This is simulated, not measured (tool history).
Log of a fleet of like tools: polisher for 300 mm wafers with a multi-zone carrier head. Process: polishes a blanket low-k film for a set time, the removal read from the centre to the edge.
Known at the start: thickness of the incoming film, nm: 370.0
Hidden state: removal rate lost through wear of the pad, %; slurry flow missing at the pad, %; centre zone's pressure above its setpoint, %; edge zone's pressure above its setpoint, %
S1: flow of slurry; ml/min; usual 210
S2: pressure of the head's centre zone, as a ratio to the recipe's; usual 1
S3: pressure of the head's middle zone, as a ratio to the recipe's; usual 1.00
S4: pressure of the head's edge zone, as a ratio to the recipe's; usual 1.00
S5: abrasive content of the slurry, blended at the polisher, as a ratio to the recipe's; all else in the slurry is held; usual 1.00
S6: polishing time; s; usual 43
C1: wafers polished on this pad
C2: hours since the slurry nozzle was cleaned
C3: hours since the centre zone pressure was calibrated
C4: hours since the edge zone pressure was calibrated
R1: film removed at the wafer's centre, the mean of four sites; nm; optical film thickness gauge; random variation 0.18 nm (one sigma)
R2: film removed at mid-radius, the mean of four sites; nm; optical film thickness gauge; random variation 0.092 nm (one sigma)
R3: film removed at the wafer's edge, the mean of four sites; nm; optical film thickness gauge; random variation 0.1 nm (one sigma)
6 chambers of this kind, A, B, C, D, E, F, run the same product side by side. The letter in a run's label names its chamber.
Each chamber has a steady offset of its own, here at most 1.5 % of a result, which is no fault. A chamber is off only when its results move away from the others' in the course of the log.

{"hour": 5.1, "done": "chamber E: worn pad replaced by a new one"}
{"hour": 7.0, "done": "chamber B: edge zone pressure recalibrated"}
{"run": "1F", "hour": 7.6, "S1": 210, "S2": 1, "S3": 1.0, "S4": 1.0, "S5": 1.0, "S6": 43, "C1": 499, "C2": 223.4, "C3": 340.9, "C4": 396.5, "R1": 12.714, "R2": 13.092, "R3": 13.016}
{"run": "2B", "hour": 15.8, "S1": 210, "S2": 1, "S3": 1.0, "S4": 1.0, "S5": 1.0, "S6": 43, "C1": 581, "C2": 170.4, "C3": 221.4, "C4": 8.9, "R1": 13.354, "R2": 13.028, "R3": 12.989}
{"hour": 17.7, "done": "chamber C: slurry nozzle cleaned"}
{"run": "3E", "hour": 22.7, "S1": 210, "S2": 1, "S3": 1.0, "S4": 1.0, "S5": 1.0, "S6": 43, "C1": 257, "C2": 96.4, "C3": 900.3, "C4": 413.7, "R1": 13.465, "R2": 13.274, "R3": 12.977}
{"run": "4A", "hour": 31.6, "S1": 210, "S2": 1, "S3": 1.0, "S4": 1.0, "S5": 1.0, "S6": 43, "C1": 735, "C2": 74.5, "C3": 323.1, "C4": 352.6, "R1": 12.626, "R2": 13.003, "R3": 13.104}
{"hour": 33.9, "done": "chamber B: worn pad replaced by a new one"}
{"hour": 35.6, "done": "chamber F: worn pad replaced by a new one"}
{"run": "5C", "hour": 38.9, "S1": 280, "S2": 1, "S3": 1.0, "S4": 1.0, "S5": 1.0, "S6": 43, "C1": 1263, "C2": 21.3, "C3": 241.9, "C4": 755.2, "R1": 13.509, "R2": 13.144, "R3": 13.179}
{"hour": 40.4, "done": "chamber B: slurry nozzle cleaned"}
{"run": "6D", "hour": 47.5, "S1": 280, "S2": 1, "S3": 1.0, "S4": 1.0, "S5": 1.0, "S6": 43, "C1": 808, "C2": 746.1, "C3": 997.3, "C4": 125.7, "R1": 13.744, "R2": 13.706, "R3": 13.316}
{"hour": 54.3, "done": "chamber C: worn pad replaced by a new one"}
{"hour": 54.8, "done": "chamber D: worn pad replaced by a new one"}
{"run": "7D", "hour": 54.8, "S1": 280, "S2": 1, "S3": 1.0, "S4": 1.0, "S5": 1.0, "S6": 43, "C1": 1, "C2": 753.4, "C3": 1004.6, "C4": 133.0, "R1": 13.584, "R2": 13.628, "R3": 13.374}
{"run": "8F", "hour": 60.9, "S1": 280, "S2": 1, "S3": 1.0, "S4": 1.0, "S5": 1.0, "S6": 43, "C1": 367, "C2": 276.7, "C3": 394.2, "C4": 449.8, "R1": 13.535, "R2": 13.502, "R3": 13.458}
{"hour": 62.3, "done": "chamber E: worn pad replaced by a new one"}
{"hour": 67.3, "done": "chamber E: centre zone pressure recalibrated"}
{"run": "9B", "hour": 70.1, "S1": 280, "S2": 1, "S3": 1.0, "S4": 1.0, "S5": 1.0, "S6": 43, "C1": 526, "C2": 29.8, "C3": 275.7, "C4": 63.2, "R1": 13.34, "R2": 13.298, "R3": 13.436}
{"run": "10E", "hour": 78.3, "S1": 280, "S2": 1, "S3": 1.0, "S4": 1.0, "S5": 1.0, "S6": 43, "C1": 233, "C2": 152.0, "C3": 11.0, "C4": 469.3, "R1": 13.516, "R2": 13.76, "R3": 13.305}
{"run": "11C", "hour": 86.3, "S1": 210, "S2": 1, "S3": 1.0, "S4": 1.0, "S5": 1.0, "S6": 43, "C1": 465, "C2": 68.7, "C3": 289.3, "C4": 802.6, "R1": 12.593, "R2": 12.786, "R3": 12.999}
{"hour": 87.8, "done": "chamber F: worn pad replaced by a new one"}
{"hour": 91.3, "done": "chamber B: worn pad replaced by a new one"}
{"run": "12A", "hour": 92.6, "S1": 210, "S2": 1, "S3": 1.0, "S4": 1.0, "S5": 1.0, "S6": 43, "C1": 1622, "C2": 135.5, "C3": 384.1, "C4": 413.6, "R1": 12.46, "R2": 12.856, "R3": 12.808}
{"run": "13C", "hour": 99.8, "S1": 210, "S2": 1, "S3": 1.0, "S4": 1.0, "S5": 1.0, "S6": 43, "C1": 661, "C2": 82.2, "C3": 302.8, "C4": 816.1, "R1": 12.614, "R2": 12.763, "R3": 12.97}
{"run": "14F", "hour": 108.7, "S1": 210, "S2": 1, "S3": 1.0, "S4": 1.0, "S5": 1.0, "S6": 43, "C1": 304, "C2": 324.5, "C3": 442.0, "C4": 497.6, "R1": 13.09, "R2": 13.024, "R3": 12.873}
{"run": "15E", "hour": 114.9, "S1": 210, "S2": 1, "S3": 1.0, "S4": 1.0, "S5": 1.0, "S6": 43, "C1": 764, "C2": 188.6, "C3": 47.6, "C4": 505.9, "R1": 13.121, "R2": 13.258, "R3": 13.239}
{"hour": 115.7, "done": "chamber E: worn pad replaced by a new one"}
{"hour": 118.3, "done": "chamber D: worn pad replaced by a new one"}
{"run": "16D", "hour": 119.8, "S1": 210, "S2": 1, "S3": 1.0, "S4": 0.9, "S5": 1.25, "S6": 43, "C1": 23, "C2": 818.4, "C3": 1069.6, "C4": 198.0, "R1": 14.497, "R2": 14.376, "R3": 13.577}
{"run": "17B", "hour": 125.9, "S1": 210, "S2": 1, "S3": 1.0, "S4": 0.9, "S5": 1.25, "S6": 43, "C1": 503, "C2": 85.6, "C3": 331.5, "C4": 119.0, "R1": 14.502, "R2": 14.462, "R3": 13.421}
{"hour": 126.4, "done": "chamber D: slurry nozzle cleaned"}
{"run": "18A", "hour": 131.2, "S1": 210, "S2": 1, "S3": 1.0, "S4": 0.9, "S5": 1.25, "S6": 43, "C1": 2183, "C2": 174.1, "C3": 422.7, "C4": 452.2, "R1": 13.568, "R2": 13.864, "R3": 13.274}
{"run": "19E", "hour": 136.5, "S1": 210, "S2": 1, "S3": 1.0, "S4": 0.9, "S5": 1.25, "S6": 43, "C1": 303, "C2": 210.2, "C3": 69.2, "C4": 527.5, "R1": 13.884, "R2": 14.431, "R3": 13.404}
{"hour": 136.9, "done": "chamber C: worn pad replaced by a new one"}
{"hour": 139.6, "done": "chamber F: worn pad replaced by a new one"}
{"run": "20D", "hour": 143.9, "S1": 210, "S2": 1, "S3": 1.0, "S4": 0.9, "S5": 1.25, "S6": 43, "C1": 373, "C2": 17.6, "C3": 1093.7, "C4": 222.1, "R1": 14.289, "R2": 14.299, "R3": 13.549}
{"run": "21F", "hour": 152.8, "S1": 210, "S2": 1, "S3": 1.0, "S4": 0.9, "S5": 1.25, "S6": 43, "C1": 193, "C2": 368.6, "C3": 486.1, "C4": 541.7, "R1": 14.034, "R2": 14.278, "R3": 13.599}
{"run": "22B", "hour": 157.1, "S1": 210, "S2": 1, "S3": 1.0, "S4": 1.0, "S5": 1.0, "S6": 43, "C1": 956, "C2": 116.8, "C3": 362.7, "C4": 150.2, "R1": 13.353, "R2": 13.026, "R3": 12.867}
{"hour": 158.4, "done": "chamber B: worn pad replaced by a new one"}
{"run": "23A", "hour": 163.6, "S1": 210, "S2": 1, "S3": 1.0, "S4": 1.0, "S5": 1.0, "S6": 43, "C1": 2653, "C2": 206.5, "C3": 455.1, "C4": 484.6, "R1": 12.428, "R2": 12.402, "R3": 12.627}
{"run": "24C", "hour": 169.1, "S1": 210, "S2": 1, "S3": 1.0, "S4": 1.0, "S5": 1.0, "S6": 43, "C1": 468, "C2": 151.5, "C3": 372.1, "C4": 885.4, "R1": 13.287, "R2": 12.863, "R3": 12.789}
{"hour": 173.8, "done": "chamber E: worn pad replaced by a new one"}
{"hour": 176.0, "done": "chamber D: worn pad replaced by a new one"}
{"run": "25E", "hour": 177.8, "S1": 210, "S2": 1, "S3": 1.0, "S4": 1.0, "S5": 1.0, "S6": 43, "C1": 59, "C2": 251.5, "C3": 110.5, "C4": 568.8, "R1": 12.976, "R2": 13.242, "R3": 13.023}
{"run": "26D", "hour": 186.1, "S1": 210, "S2": 1, "S3": 1.0, "S4": 1.0, "S5": 1.0, "S6": 43, "C1": 147, "C2": 59.8, "C3": 1135.9, "C4": 264.3, "R1": 12.856, "R2": 12.978, "R3": 12.993}
{"hour": 189.9, "done": "chamber F: worn pad replaced by a new one"}
{"run": "27C", "hour": 194.3, "S1": 210, "S2": 1, "S3": 1.0, "S4": 1.0, "S5": 1.0, "S6": 43, "C1": 834, "C2": 176.7, "C3": 397.3, "C4": 910.6, "R1": 12.787, "R2": 12.961, "R3": 12.814}
{"run": "28F", "hour": 202.0, "S1": 210, "S2": 1, "S3": 1.0, "S4": 1.0, "S5": 1.0, "S6": 43, "C1": 177, "C2": 417.8, "C3": 535.3, "C4": 590.9, "R1": 13.146, "R2": 12.912, "R3": 13.055}
{"run": "29B", "hour": 210.0, "S1": 210, "S2": 1, "S3": 1.0, "S4": 0.91, "S5": 1.0, "S6": 43, "C1": 751, "C2": 169.7, "C3": 415.6, "C4": 203.1, "R1": 12.777, "R2": 12.83, "R3": 12.523}
{"run": "30A", "hour": 219.2, "S1": 210, "S2": 1, "S3": 1.0, "S4": 0.91, "S5": 1.0, "S6": 43, "C1": 3461, "C2": 262.1, "C3": 510.7, "C4": 540.2, "R1": 11.994, "R2": 12.146, "R3": 11.434}
{"hour": 221.9, "done": "chamber B: worn pad replaced by a new one"}
{"run": "31C", "hour": 228.1, "S1": 210, "S2": 1, "S3": 1.0, "S4": 0.91, "S5": 1.0, "S6": 43, "C1": 1325, "C2": 210.5, "C3": 431.1, "C4": 944.4, "R1": 12.793, "R2": 12.784, "R3": 12.292}
{"hour": 232.4, "done": "chamber D: worn pad replaced by a new one"}
{"run": "32F", "hour": 235.5, "S1": 210, "S2": 1, "S3": 1.0, "S4": 0.91, "S5": 1.0, "S6": 43, "C1": 663, "C2": 451.3, "C3": 568.8, "C4": 624.4, "R1": 13.057, "R2": 13.099, "R3": 12.219}
{"hour": 240.1, "done": "chamber E: worn pad replaced by a new one"}
{"hour": 242.0, "done": "chamber F: worn pad replaced by a new one"}
{"run": "33A", "hour": 243.3, "S1": 210, "S2": 1, "S3": 1.0, "S4": 0.91, "S5": 1.0, "S6": 43, "C1": 3811, "C2": 286.2, "C3": 534.8, "C4": 564.3, "R1": 11.998, "R2": 11.992, "R3": 11.691}
{"hour": 248.8, "done": "chamber A: centre zone pressure recalibrated"}
{"run": "34B", "hour": 248.9, "S1": 210, "S2": 1, "S3": 1.0, "S4": 0.91, "S5": 1.0, "S6": 43, "C1": 393, "C2": 208.6, "C3": 454.5, "C4": 242.0, "R1": 13.01, "R2": 12.95, "R3": 12.117}
{"run": "35E", "hour": 256.3, "S1": 210, "S2": 1, "S3": 1.0, "S4": 1.0, "S5": 1.0, "S6": 43, "C1": 236, "C2": 330.0, "C3": 189.0, "C4": 647.3, "R1": 12.859, "R2": 13.199, "R3": 13.185}
{"hour": 257.6, "done": "chamber D: edge zone pressure recalibrated"}
{"hour": 258.6, "done": "chamber B: slurry nozzle cleaned"}
{"run": "36D", "hour": 264.8, "S1": 210, "S2": 1, "S3": 1.0, "S4": 1.0, "S5": 1.0, "S6": 43, "C1": 472, "C2": 138.5, "C3": 1214.6, "C4": 7.2, "R1": 13.406, "R2": 13.105, "R3": 12.98}
{"run": "37A", "hour": 271.0, "S1": 210, "S2": 1, "S3": 0.93, "S4": 1.0, "S5": 0.75, "S6": 43, "C1": 4214, "C2": 313.9, "C3": 22.2, "C4": 592.0, "R1": 10.31, "R2": 9.7314, "R3": 10.347}
{"run": "38F", "hour": 276.4, "S1": 210, "S2": 1, "S3": 0.93, "S4": 1.0, "S5": 0.75, "S6": 43, "C1": 501, "C2": 492.2, "C3": 609.7, "C4": 665.3, "R1": 11.161, "R2": 10.644, "R3": 11.356}
{"hour": 282.7, "done": "chamber B: worn pad replaced by a new one"}
{"run": "39B", "hour": 284.5, "S1": 210, "S2": 1, "S3": 0.93, "S4": 1.0, "S5": 0.75, "S6": 43, "C1": 27, "C2": 26.0, "C3": 490.1, "C4": 277.6, "R1": 11.585, "R2": 10.685, "R3": 11.18}
{"hour": 285.0, "done": "chamber D: worn pad replaced by a new one"}
{"run": "40D", "hour": 292.2, "S1": 210, "S2": 1, "S3": 0.93, "S4": 1.0, "S5": 0.75, "S6": 43, "C1": 105, "C2": 165.9, "C3": 1242.0, "C4": 34.6, "R1": 11.357, "R2": 10.645, "R3": 11.362}

All 6 chambers run these settings next. Forecast each chamber's results:
{"run": "41A", "hour": 299.0, "S1": 210, "S2": 1, "S3": 1.0, "S4": 1.0, "S5": 1.0, "S6": 43, "R1": "?", "R2": "?", "R3": "?"}
{"run": "41B", "hour": 299.0, "S1": 210, "S2": 1, "S3": 1.0, "S4": 1.0, "S5": 1.0, "S6": 43, "R1": "?", "R2": "?", "R3": "?"}
{"run": "41C", "hour": 299.0, "S1": 210, "S2": 1, "S3": 1.0, "S4": 1.0, "S5": 1.0, "S6": 43, "R1": "?", "R2": "?", "R3": "?"}
{"run": "41D", "hour": 299.0, "S1": 210, "S2": 1, "S3": 1.0, "S4": 1.0, "S5": 1.0, "S6": 43, "R1": "?", "R2": "?", "R3": "?"}
{"run": "41E", "hour": 299.0, "S1": 210, "S2": 1, "S3": 1.0, "S4": 1.0, "S5": 1.0, "S6": 43, "R1": "?", "R2": "?", "R3": "?"}
{"run": "41F", "hour": 299.0, "S1": 210, "S2": 1, "S3": 1.0, "S4": 1.0, "S5": 1.0, "S6": 43, "R1": "?", "R2": "?", "R3": "?"}

run=41A R1=11.418 R2=11.6490 R3=12.037
run=41B R1=12.972 R2=13.1250 R3=13.046
run=41C R1=12.613 R2=12.9320 R3=12.793
run=41D R1=13.245 R2=13.0540 R3=12.884
run=41E R1=13.102 R2=13.2830 R3=13.105
run=41F R1=13.382 R2=12.9410 R3=13.060

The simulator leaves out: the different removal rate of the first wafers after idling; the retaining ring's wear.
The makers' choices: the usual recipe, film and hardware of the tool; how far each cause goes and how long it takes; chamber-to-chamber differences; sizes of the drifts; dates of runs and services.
